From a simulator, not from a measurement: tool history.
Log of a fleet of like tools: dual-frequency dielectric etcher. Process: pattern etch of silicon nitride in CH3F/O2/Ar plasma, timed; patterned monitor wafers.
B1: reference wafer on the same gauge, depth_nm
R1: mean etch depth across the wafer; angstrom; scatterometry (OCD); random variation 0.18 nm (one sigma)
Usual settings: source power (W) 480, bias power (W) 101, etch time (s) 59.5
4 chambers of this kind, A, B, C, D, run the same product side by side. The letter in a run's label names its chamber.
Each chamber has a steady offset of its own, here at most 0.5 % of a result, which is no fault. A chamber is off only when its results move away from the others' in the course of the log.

run 1B hour=6.5 | source_power_(W)=480 bias_power_(W)=101 etch_time_(s)=59.5 | B1=60.031 | R1=504.54
run 2D hour=11.9 | source_power_(W)=480 bias_power_(W)=101 etch_time_(s)=59.5 | B1=59.994 | R1=506.17
run 3C hour=20.9 | source_power_(W)=480 bias_power_(W)=101 etch_time_(s)=59.5 | B1=60.018 | R1=504.61
run 4A hour=27.3 | source_power_(W)=480 bias_power_(W)=101 etch_time_(s)=59.5 | B1=59.951 | R1=505.43
run 5D hour=36.3 | source_power_(W)=590 bias_power_(W)=101 etch_time_(s)=51.5 | B1=60.021 | R1=469.65
-- hour=40.0 chamber D: source power generator calibrated
run 6B hour=44.9 | source_power_(W)=590 bias_power_(W)=101 etch_time_(s)=51.5 | B1=59.965 | R1=472.19
run 7A hour=51.9 | source_power_(W)=590 bias_power_(W)=101 etch_time_(s)=51.5 | B1=60.060 | R1=471.03
run 8C hour=60.7 | source_power_(W)=590 bias_power_(W)=101 etch_time_(s)=51.5 | B1=60.021 | R1=472.46
run 9D hour=64.8 | source_power_(W)=480 bias_power_(W)=101 etch_time_(s)=59.5 | B1=60.013 | R1=501.49
run 10B hour=74.4 | source_power_(W)=480 bias_power_(W)=101 etch_time_(s)=59.5 | B1=59.978 | R1=507.12
run 11C hour=79.9 | source_power_(W)=480 bias_power_(W)=101 etch_time_(s)=59.5 | B1=60.033 | R1=506.31
run 12A hour=88.2 | source_power_(W)=430 bias_power_(W)=91 etch_time_(s)=59.5 | B1=59.937 | R1=464.40
run 13B hour=97.7 | source_power_(W)=430 bias_power_(W)=91 etch_time_(s)=59.5 | B1=59.996 | R1=464.53
run 14A hour=104.7 | source_power_(W)=430 bias_power_(W)=91 etch_time_(s)=59.5 | B1=60.010 | R1=461.26
run 15C hour=111.8 | source_power_(W)=430 bias_power_(W)=91 etch_time_(s)=59.5 | B1=60.017 | R1=465.89
run 16D hour=117.4 | source_power_(W)=480 bias_power_(W)=101 etch_time_(s)=59.5 | B1=60.038 | R1=501.07
run 17C hour=122.2 | source_power_(W)=480 bias_power_(W)=101 etch_time_(s)=59.5 | B1=59.972 | R1=502.81
run 18A hour=126.7 | source_power_(W)=480 bias_power_(W)=101 etch_time_(s)=59.5 | B1=60.020 | R1=503.10
run 19D hour=133.3 | source_power_(W)=480 bias_power_(W)=101 etch_time_(s)=59.5 | B1=59.981 | R1=504.97
run 20B hour=140.8 | source_power_(W)=480 bias_power_(W)=101 etch_time_(s)=59.5 | B1=60.004 | R1=505.53
run 21B hour=145.5 | source_power_(W)=440 bias_power_(W)=101 etch_time_(s)=50.0 | B1=60.023 | R1=411.72
-- hour=151.6 chamber C: bias power generator calibrated
run 22D hour=152.7 | source_power_(W)=440 bias_power_(W)=101 etch_time_(s)=50.0 | B1=60.025 | R1=408.30
run 23A hour=158.3 | source_power_(W)=440 bias_power_(W)=101 etch_time_(s)=50.0 | B1=59.989 | R1=403.84
-- hour=163.7 chamber C: wet clean of the chamber
run 24C hour=165.8 | source_power_(W)=440 bias_power_(W)=101 etch_time_(s)=50.0 | B1=60.055 | R1=410.72
run 25C hour=174.9 | source_power_(W)=480 bias_power_(W)=101 etch_time_(s)=59.5 | B1=60.050 | R1=506.64
run 26B hour=180.6 | source_power_(W)=480 bias_power_(W)=101 etch_time_(s)=59.5 | B1=60.039 | R1=509.35
run 27A hour=185.1 | source_power_(W)=480 bias_power_(W)=101 etch_time_(s)=59.5 | B1=59.947 | R1=496.61
run 28D hour=190.8 | source_power_(W)=410 bias_power_(W)=123 etch_time_(s)=59.5 | B1=59.983 | R1=509.03
run 29B hour=199.4 | source_power_(W)=410 bias_power_(W)=123 etch_time_(s)=59.5 | B1=59.971 | R1=514.44
run 30A hour=206.0 | source_power_(W)=410 bias_power_(W)=123 etch_time_(s)=59.5 | B1=60.018 | R1=501.78
run 31C hour=212.9 | source_power_(W)=410 bias_power_(W)=123 etch_time_(s)=59.5 | B1=59.969 | R1=513.90
run 32D hour=222.0 | source_power_(W)=480 bias_power_(W)=101 etch_time_(s)=59.5 | B1=60.013 | R1=507.88
run 33A hour=229.9 | source_power_(W)=480 bias_power_(W)=101 etch_time_(s)=59.5 | B1=59.968 | R1=492.61
run 34D hour=236.2 | source_power_(W)=480 bias_power_(W)=101 etch_time_(s)=59.5 | B1=60.038 | R1=503.53
run 35C hour=244.7 | source_power_(W)=480 bias_power_(W)=101 etch_time_(s)=59.5 | B1=59.957 | R1=506.79
run 36B hour=253.2 | source_power_(W)=480 bias_power_(W)=101 etch_time_(s)=59.5 | B1=60.009 | R1=505.49
run 37D hour=260.8 | source_power_(W)=480 bias_power_(W)=101 etch_time_(s)=59.5 | B1=59.996 | R1=502.95
run 38B hour=269.4 | source_power_(W)=480 bias_power_(W)=101 etch_time_(s)=59.5 | B1=60.038 | R1=506.08
run 39A hour=276.1 | source_power_(W)=480 bias_power_(W)=85 etch_time_(s)=68.0 | B1=59.974 | R1=524.05
run 40C hour=282.9 | source_power_(W)=480 bias_power_(W)=85 etch_time_(s)=68.0 | B1=59.986 | R1=541.73
run 41B hour=287.7 | source_power_(W)=480 bias_power_(W)=85 etch_time_(s)=68.0 | B1=60.017 | R1=543.93

Is one chamber off against the others, does the gauge drift, or is nothing wrong? If a chamber is off, say which, and what the likeliest cause is.

Chamber A drifts away from the others.
Cause: etch rate under this chamber's usual, % = 2.47.

Here are 4 candidates for chamber A's next run, each the usual settings with a change, their results left as question marks. Which one brings its results back in line with what the others give on the usual settings?
In line means no further than this from the other chambers' mean on the usual settings: R1 6.20 angstrom
run 42A-1 hour=294.5 | source_power_(W)=480 bias_power_(W)=115 etch_time_(s)=59.5 | R1=?
run 42A-2 hour=294.5 | source_power_(W)=480 bias_power_(W)=101 etch_time_(s)=58.0 | R1=?
run 42A-3 hour=294.5 | source_power_(W)=480 bias_power_(W)=102 etch_time_(s)=61.0 | R1=?
run 42A-4 hour=294.5 | source_power_(W)=470 bias_power_(W)=100 etch_time_(s)=57.0 | R1=?

The other chambers' mean on the usual settings: R1 504.01 angstrom
run=42A-1 R1=515.48
run=42A-2 R1=478.83
run=42A-3 R1=505.43
run=42A-4 R1=465.14
42A-3 brings the chamber back in line.
